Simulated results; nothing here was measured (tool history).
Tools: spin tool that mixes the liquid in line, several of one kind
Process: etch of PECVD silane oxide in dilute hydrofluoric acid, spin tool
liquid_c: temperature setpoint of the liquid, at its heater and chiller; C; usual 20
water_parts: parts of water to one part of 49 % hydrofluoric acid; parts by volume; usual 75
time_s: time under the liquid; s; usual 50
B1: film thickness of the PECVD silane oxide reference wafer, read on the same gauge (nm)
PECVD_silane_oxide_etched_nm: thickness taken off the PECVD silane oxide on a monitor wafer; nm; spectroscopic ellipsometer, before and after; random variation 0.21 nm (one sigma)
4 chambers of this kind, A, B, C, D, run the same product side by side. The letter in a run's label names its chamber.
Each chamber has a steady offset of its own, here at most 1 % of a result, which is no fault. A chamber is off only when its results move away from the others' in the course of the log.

Run 1A, hour 5.4: usual settings; B1 109.99. Result: PECVD_silane_oxide_etched_nm 29.305 nm.
Run 2B, hour 11.1: usual settings; B1 109.96. Result: PECVD_silane_oxide_etched_nm 28.589 nm.
Run 3C, hour 16.1: usual settings; B1 110.05. Result: PECVD_silane_oxide_etched_nm 29.231 nm.
Run 4D, hour 20: usual settings; B1 110.01. Result: PECVD_silane_oxide_etched_nm 28.698 nm.
Run 5B, hour 25: usual settings; B1 110. Result: PECVD_silane_oxide_etched_nm 29.08 nm.
Run 6C, hour 30.4: usual settings but liquid_c 22 C, time_s 75 s; B1 110.04. Result: PECVD_silane_oxide_etched_nm 47.361 nm.
Run 7A, hour 35.5: usual settings but liquid_c 22 C, time_s 75 s; B1 110.03. Result: PECVD_silane_oxide_etched_nm 47.739 nm.
Run 8D, hour 41.4: usual settings but liquid_c 22 C, time_s 75 s; B1 110.03. Result: PECVD_silane_oxide_etched_nm 48.144 nm.
Run 9D, hour 46.1: usual settings but liquid_c 22 C, time_s 75 s; B1 110.03. Result: PECVD_silane_oxide_etched_nm 47.501 nm.
Run 10C, hour 48.9: usual settings but water_parts 60 parts by volume, time_s 80 s; B1 109.98. Result: PECVD_silane_oxide_etched_nm 58.108 nm.
Run 11A, hour 53.1: usual settings but water_parts 60 parts by volume, time_s 80 s; B1 110.03. Result: PECVD_silane_oxide_etched_nm 58.359 nm.
Run 12B, hour 58.4: usual settings but water_parts 60 parts by volume, time_s 80 s; B1 110.04. Result: PECVD_silane_oxide_etched_nm 58.315 nm.
Run 13A, hour 61.7: usual settings but water_parts 60 parts by volume, time_s 80 s; B1 110. Result: PECVD_silane_oxide_etched_nm 58.862 nm.
Run 14C, hour 67.3: usual settings; B1 109.96. Result: PECVD_silane_oxide_etched_nm 28.549 nm.
Run 15D, hour 73.4: usual settings; B1 110.01. Result: PECVD_silane_oxide_etched_nm 29.174 nm.
Run 16B, hour 76.7: usual settings but liquid_c 18 C, time_s 30 s; B1 109.98. Result: PECVD_silane_oxide_etched_nm 15.843 nm.
Run 17B, hour 80.8: usual settings but liquid_c 18 C, time_s 30 s; B1 110. Result: PECVD_silane_oxide_etched_nm 15.745 nm.
Run 18D, hour 84.1: usual settings but liquid_c 18 C, time_s 30 s; B1 110.03. Result: PECVD_silane_oxide_etched_nm 15.921 nm.
Run 19C, hour 88.2: usual settings but liquid_c 18 C, time_s 30 s; B1 110.01. Result: PECVD_silane_oxide_etched_nm 16.121 nm.
Run 20A, hour 93.8: usual settings; B1 110. Result: PECVD_silane_oxide_etched_nm 28.262 nm.
Run 21D, hour 97.5: usual settings; B1 109.99. Result: PECVD_silane_oxide_etched_nm 29.16 nm.
Run 22A, hour 101.9: usual settings; B1 110.04. Result: PECVD_silane_oxide_etched_nm 28.07 nm.
Run 23C, hour 106: usual settings but water_parts 110 parts by volume, time_s 25 s; B1 110. Result: PECVD_silane_oxide_etched_nm 9.4672 nm.
Run 24B, hour 110.3: usual settings but water_parts 110 parts by volume, time_s 25 s; B1 109.99. Result: PECVD_silane_oxide_etched_nm 9.4447 nm.
Run 25C, hour 116.1: usual settings but water_parts 110 parts by volume, time_s 25 s; B1 110. Result: PECVD_silane_oxide_etched_nm 9.522 nm.
Run 26D, hour 119.1: usual settings but water_parts 110 parts by volume, time_s 25 s; B1 109.99. Result: PECVD_silane_oxide_etched_nm 9.5549 nm.
Run 27B, hour 123.5: usual settings; B1 109.99. Result: PECVD_silane_oxide_etched_nm 28.495 nm.
Run 28A, hour 126.7: usual settings; B1 109.98. Result: PECVD_silane_oxide_etched_nm 27.76 nm.
Run 29B, hour 131: usual settings; B1 109.97. Result: PECVD_silane_oxide_etched_nm 28.87 nm.
Run 30A, hour 136.7: usual settings; B1 109.97. Result: PECVD_silane_oxide_etched_nm 27.482 nm.
Run 31D, hour 142.3: usual settings; B1 109.96. Result: PECVD_silane_oxide_etched_nm 29.344 nm.
Run 32C, hour 146.1: usual settings; B1 110. Result: PECVD_silane_oxide_etched_nm 28.809 nm.
Run 33B, hour 149.1: usual settings; B1 109.99. Result: PECVD_silane_oxide_etched_nm 28.693 nm.
Run 34C, hour 152.2: usual settings; B1 110. Result: PECVD_silane_oxide_etched_nm 29.032 nm.
Run 35D, hour 156.3: usual settings; B1 110.01. Result: PECVD_silane_oxide_etched_nm 29.261 nm.
Run 36A, hour 161.4: usual settings; B1 110.01. Result: PECVD_silane_oxide_etched_nm 27.139 nm.
Run 37D, hour 164.4: usual settings; B1 109.99. Result: PECVD_silane_oxide_etched_nm 28.898 nm.
Run 38A, hour 167.7: usual settings; B1 110.02. Result: PECVD_silane_oxide_etched_nm 27.28 nm.

All 4 chambers run these settings next. Forecast each chamber's results:
Run 39A, hour 172.1: usual settings. Result: PECVD_silane_oxide_etched_nm ?.
Run 39B, hour 172.1: usual settings. Result: PECVD_silane_oxide_etched_nm ?.
Run 39C, hour 172.1: usual settings. Result: PECVD_silane_oxide_etched_nm ?.
Run 39D, hour 172.1: usual settings. Result: PECVD_silane_oxide_etched_nm ?.

run  PECVD_silane_oxide_etched_nm
39A                        27.205
39B                        29.223
39C                        28.636
39D                        29.044
